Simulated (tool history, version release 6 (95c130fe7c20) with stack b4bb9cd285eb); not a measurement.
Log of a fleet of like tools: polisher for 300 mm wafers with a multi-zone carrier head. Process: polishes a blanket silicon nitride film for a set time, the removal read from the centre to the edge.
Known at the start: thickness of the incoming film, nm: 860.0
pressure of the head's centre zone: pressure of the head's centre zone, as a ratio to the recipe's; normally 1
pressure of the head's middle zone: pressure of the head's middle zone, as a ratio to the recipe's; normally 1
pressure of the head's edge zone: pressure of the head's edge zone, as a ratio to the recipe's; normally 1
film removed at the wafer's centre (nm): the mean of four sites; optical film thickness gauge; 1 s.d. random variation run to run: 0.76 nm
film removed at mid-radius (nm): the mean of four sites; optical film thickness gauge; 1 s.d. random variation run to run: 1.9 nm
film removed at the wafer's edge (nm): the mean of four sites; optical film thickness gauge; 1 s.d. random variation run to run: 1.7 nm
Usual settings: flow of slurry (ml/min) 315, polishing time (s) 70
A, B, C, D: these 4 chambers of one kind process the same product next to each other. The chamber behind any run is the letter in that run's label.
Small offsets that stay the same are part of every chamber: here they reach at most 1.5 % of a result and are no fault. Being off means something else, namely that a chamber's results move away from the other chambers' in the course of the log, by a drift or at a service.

| run | hour | flow of slurry (ml/min) | pressure of the head's centre zone | pressure of the head's middle zone | pressure of the head's edge zone | polishing time (s) | film removed at the wafer's centre (nm) | film removed at mid-radius (nm) | film removed at the wafer's edge (nm) |
|---|---|---|---|---|---|---|---|---|---|
| 1A | 2.8 | 315 | 1 | 1 | 1 | 70 | 125.65 | 125.88 | 123.1 |
| 2B | 6.4 | 315 | 1 | 1 | 1 | 70 | 125.07 | 126.74 | 128.69 |
|  | 9.6 | chamber A: worn pad replaced by a new one |
| 3D | 11 | 315 | 1 | 1 | 1 | 70 | 125.16 | 128.78 | 125.57 |
| 4C | 14.2 | 315 | 1 | 1 | 1 | 70 | 123.88 | 127.75 | 124.14 |
| 5B | 17.7 | 315 | 1 | 0.9 | 1 | 63 | 112.31 | 101.61 | 114.49 |
| 6A | 20.5 | 315 | 1 | 0.9 | 1 | 63 | 114.93 | 100.45 | 112.6 |
|  | 21.6 | chamber B: slurry nozzle cleaned |
| 7D | 23.5 | 315 | 1 | 0.9 | 1 | 63 | 112.29 | 101.8 | 111.82 |
| 8C | 26.8 | 315 | 1 | 0.9 | 1 | 63 | 111.68 | 101.45 | 113.54 |
|  | 27 | chamber B: centre zone pressure recalibrated |
| 9A | 29 | 315 | 1 | 1 | 1 | 70 | 126.92 | 124.99 | 127.93 |
|  | 31.1 | chamber C: centre zone pressure recalibrated |
| 10C | 31.2 | 315 | 1 | 1 | 1 | 70 | 115.73 | 125.78 | 127.09 |
|  | 31.8 | chamber B: worn pad replaced by a new one |
| 11D | 33.2 | 315 | 1 | 1 | 1 | 70 | 124.9 | 128.59 | 125.74 |
| 12B | 36.7 | 315 | 0.91 | 1 | 1.11 | 70 | 112.98 | 124.3 | 133.85 |
| 13C | 39.8 | 315 | 0.91 | 1 | 1.11 | 70 | 104.07 | 124.3 | 135.74 |
| 14B | 43.7 | 315 | 0.91 | 1 | 1.11 | 70 | 112.55 | 126.93 | 133.92 |
| 15A | 46.2 | 315 | 0.91 | 1 | 1.11 | 70 | 113.31 | 124.11 | 132.94 |
| 16D | 49.9 | 315 | 1 | 1 | 1 | 70 | 123.5 | 129.7 | 126.87 |
|  | 51.4 | chamber C: worn pad replaced by a new one |
| 17D | 54.4 | 315 | 1 | 1 | 1 | 70 | 123.32 | 125.34 | 123.65 |
| 18C | 56.7 | 315 | 1 | 1 | 1 | 70 | 115.54 | 129.36 | 125.96 |
| 19A | 61 | 315 | 1 | 1 | 1 | 70 | 125.48 | 126.03 | 126.54 |
| 20B | 64.6 | 315 | 1 | 1 | 1 | 70 | 126.08 | 124.3 | 124.77 |
| 21D | 68.7 | 315 | 1 | 1 | 1 | 70 | 124.03 | 130.92 | 126.37 |
| 22C | 71.3 | 315 | 1 | 1 | 1 | 70 | 114.81 | 123.87 | 124.27 |
| 23B | 75.8 | 315 | 1 | 1 | 1 | 70 | 126.19 | 124.16 | 127.3 |
| 24A | 79.3 | 315 | 1 | 1 | 1 | 70 | 126.41 | 120.42 | 125.53 |
| 25A | 83.3 | 315 | 1 | 1 | 1 | 70 | 127.07 | 126.7 | 127.52 |
| 26B | 86.9 | 315 | 1 | 1 | 1 | 70 | 125.13 | 125.42 | 123.7 |
| 27C | 89.6 | 315 | 1 | 1 | 1 | 70 | 115.24 | 128.63 | 126.77 |
| 28D | 93.1 | 315 | 1 | 1 | 1 | 70 | 123.2 | 128.73 | 122.22 |

The same settings go to every chamber for the next run, one line per chamber below. Forecast the results for each:
| 29A | 96.4 | 315 | 1 | 1 | 1 | 70 | ? | ? | ? |
| 29B | 96.4 | 315 | 1 | 1 | 1 | 70 | ? | ? | ? |
| 29C | 96.4 | 315 | 1 | 1 | 1 | 70 | ? | ? | ? |
| 29D | 96.4 | 315 | 1 | 1 | 1 | 70 | ? | ? | ? |

| run | film removed at the wafer's centre (nm) | film removed at mid-radius (nm) | film removed at the wafer's edge (nm) |
|---|---|---|---|
| 29A | 126.02 | 122.15 | 124.3 |
| 29B | 125.28 | 127.42 | 120.84 |
| 29C | 115.31 | 125.94 | 128.84 |
| 29D | 124.07 | 126.96 | 125.48 |

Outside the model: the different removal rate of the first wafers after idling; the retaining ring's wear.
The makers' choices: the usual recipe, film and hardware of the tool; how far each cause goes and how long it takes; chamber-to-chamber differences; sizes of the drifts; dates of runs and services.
